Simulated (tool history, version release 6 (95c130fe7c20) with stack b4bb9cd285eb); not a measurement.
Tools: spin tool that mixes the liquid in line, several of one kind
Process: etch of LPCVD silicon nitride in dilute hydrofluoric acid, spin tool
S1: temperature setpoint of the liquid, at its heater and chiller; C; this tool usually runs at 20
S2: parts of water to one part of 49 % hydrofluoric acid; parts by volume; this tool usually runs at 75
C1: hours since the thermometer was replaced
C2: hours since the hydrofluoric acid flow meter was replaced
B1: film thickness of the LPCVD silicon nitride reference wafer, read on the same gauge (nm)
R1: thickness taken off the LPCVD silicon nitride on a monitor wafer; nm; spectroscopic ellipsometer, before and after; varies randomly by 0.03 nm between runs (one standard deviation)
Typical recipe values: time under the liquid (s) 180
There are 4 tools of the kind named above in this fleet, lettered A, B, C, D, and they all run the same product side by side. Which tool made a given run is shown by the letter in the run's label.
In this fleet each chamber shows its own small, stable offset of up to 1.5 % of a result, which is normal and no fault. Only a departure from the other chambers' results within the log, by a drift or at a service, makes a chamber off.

run 1C hour=10.8 | S1=20 S2=75 time_under_the_liquid_(s)=180 | C1=2262.2 C2=401.7 | B1=129.98 | R1=0.89416
run 2D hour=16.6 | S1=20 S2=75 time_under_the_liquid_(s)=180 | C1=1308.2 C2=126.3 | B1=130.02 | R1=0.87103
run 3A hour=25.2 | S1=20 S2=75 time_under_the_liquid_(s)=180 | C1=235.2 C2=144.7 | B1=130.01 | R1=0.89809
run 4B hour=34.0 | S1=20 S2=75 time_under_the_liquid_(s)=180 | C1=575.2 C2=798.7 | B1=129.98 | R1=0.87272
-- hour=37.9 chamber C: thermometer replaced
run 5D hour=40.2 | S1=20 S2=75 time_under_the_liquid_(s)=180 | C1=1331.8 C2=149.9 | B1=130.02 | R1=0.89014
run 6A hour=50.4 | S1=20 S2=75 time_under_the_liquid_(s)=180 | C1=260.4 C2=169.9 | B1=129.94 | R1=0.90944
run 7B hour=56.7 | S1=20 S2=90 time_under_the_liquid_(s)=180 | C1=597.9 C2=821.4 | B1=129.98 | R1=0.75616
run 8C hour=67.1 | S1=20 S2=90 time_under_the_liquid_(s)=180 | C1=29.2 C2=458.0 | B1=130.01 | R1=0.77343
run 9D hour=74.6 | S1=20 S2=90 time_under_the_liquid_(s)=180 | C1=1366.2 C2=184.3 | B1=129.99 | R1=0.77233
run 10A hour=82.0 | S1=20 S2=90 time_under_the_liquid_(s)=180 | C1=292.0 C2=201.5 | B1=129.98 | R1=0.70859
run 11B hour=93.8 | S1=20 S2=75 time_under_the_liquid_(s)=180 | C1=635.0 C2=858.5 | B1=130.01 | R1=0.86511
run 12C hour=101.5 | S1=20 S2=75 time_under_the_liquid_(s)=180 | C1=63.6 C2=492.4 | B1=129.99 | R1=0.94855
run 13C hour=108.2 | S1=20 S2=75 time_under_the_liquid_(s)=180 | C1=70.3 C2=499.1 | B1=130.00 | R1=0.87568
run 14B hour=117.0 | S1=20 S2=75 time_under_the_liquid_(s)=180 | C1=658.2 C2=881.7 | B1=130.05 | R1=0.87186
run 15A hour=125.2 | S1=20 S2=75 time_under_the_liquid_(s)=180 | C1=335.2 C2=244.7 | B1=130.05 | R1=0.88364
run 16D hour=137.1 | S1=20 S2=75 time_under_the_liquid_(s)=180 | C1=1428.7 C2=246.8 | B1=130.01 | R1=0.92245
run 17B hour=144.0 | S1=20 S2=75 time_under_the_liquid_(s)=180 | C1=685.2 C2=908.7 | B1=130.01 | R1=0.88952
run 18C hour=152.1 | S1=20 S2=75 time_under_the_liquid_(s)=180 | C1=114.2 C2=543.0 | B1=130.00 | R1=0.90960
run 19D hour=161.8 | S1=20 S2=75 time_under_the_liquid_(s)=180 | C1=1453.4 C2=271.5 | B1=129.98 | R1=0.86102
run 20A hour=173.0 | S1=20 S2=60 time_under_the_liquid_(s)=240 | C1=383.0 C2=292.5 | B1=130.00 | R1=1.43980
run 21B hour=185.4 | S1=20 S2=60 time_under_the_liquid_(s)=240 | C1=726.6 C2=950.1 | B1=130.00 | R1=1.38740
run 22A hour=191.6 | S1=20 S2=60 time_under_the_liquid_(s)=240 | C1=401.6 C2=311.1 | B1=130.02 | R1=1.56900
run 23C hour=201.2 | S1=20 S2=60 time_under_the_liquid_(s)=240 | C1=163.3 C2=592.1 | B1=129.97 | R1=1.49630
run 24D hour=213.1 | S1=20 S2=75 time_under_the_liquid_(s)=180 | C1=1504.7 C2=322.8 | B1=130.01 | R1=0.88693
run 25B hour=221.0 | S1=20 S2=75 time_under_the_liquid_(s)=180 | C1=762.2 C2=985.7 | B1=130.01 | R1=0.89152
run 26A hour=229.4 | S1=20 S2=75 time_under_the_liquid_(s)=180 | C1=439.4 C2=348.9 | B1=130.01 | R1=0.87216
run 27D hour=235.5 | S1=20 S2=75 time_under_the_liquid_(s)=180 | C1=1527.1 C2=345.2 | B1=129.95 | R1=0.88529
run 28C hour=241.6 | S1=20 S2=75 time_under_the_liquid_(s)=180 | C1=203.7 C2=632.5 | B1=129.99 | R1=0.88579
run 29D hour=253.3 | S1=20 S2=75 time_under_the_liquid_(s)=180 | C1=1544.9 C2=363.0 | B1=129.98 | R1=0.90339
run 30C hour=265.2 | S1=20 S2=75 time_under_the_liquid_(s)=180 | C1=227.3 C2=656.1 | B1=129.99 | R1=0.88895
run 31B hour=275.9 | S1=20 S2=75 time_under_the_liquid_(s)=180 | C1=817.1 C2=1040.6 | B1=130.01 | R1=0.90959
run 32A hour=288.0 | S1=20 S2=75 time_under_the_liquid_(s)=180 | C1=498.0 C2=407.5 | B1=130.00 | R1=0.83141
run 33C hour=300.0 | S1=20 S2=75 time_under_the_liquid_(s)=180 | C1=262.1 C2=690.9 | B1=129.98 | R1=0.86570
-- hour=300.1 chamber A: hydrofluoric acid flow meter replaced
run 34B hour=311.7 | S1=20 S2=75 time_under_the_liquid_(s)=180 | C1=852.9 C2=1076.4 | B1=129.99 | R1=0.83629
run 35D hour=322.7 | S1=20 S2=75 time_under_the_liquid_(s)=180 | C1=1614.3 C2=432.4 | B1=130.01 | R1=0.86928
run 36A hour=329.0 | S1=20 S2=75 time_under_the_liquid_(s)=180 | C1=539.0 C2=29.0 | B1=130.01 | R1=0.85544
run 37A hour=339.9 | S1=20 S2=75 time_under_the_liquid_(s)=180 | C1=549.9 C2=39.9 | B1=130.03 | R1=0.85554
run 38B hour=351.6 | S1=22 S2=60 time_under_the_liquid_(s)=180 | C1=892.8 C2=1116.3 | B1=129.99 | R1=1.20140
run 39D hour=357.9 | S1=22 S2=60 time_under_the_liquid_(s)=180 | C1=1649.5 C2=467.6 | B1=130.01 | R1=1.29530

One chamber off, gauge drift, or nothing amiss beyond the chambers' own small offsets? If it is a chamber, which one, and what is the likeliest cause?

The fleet is healthy, with each chamber sitting at its usual small offset and no drift in the gauge.
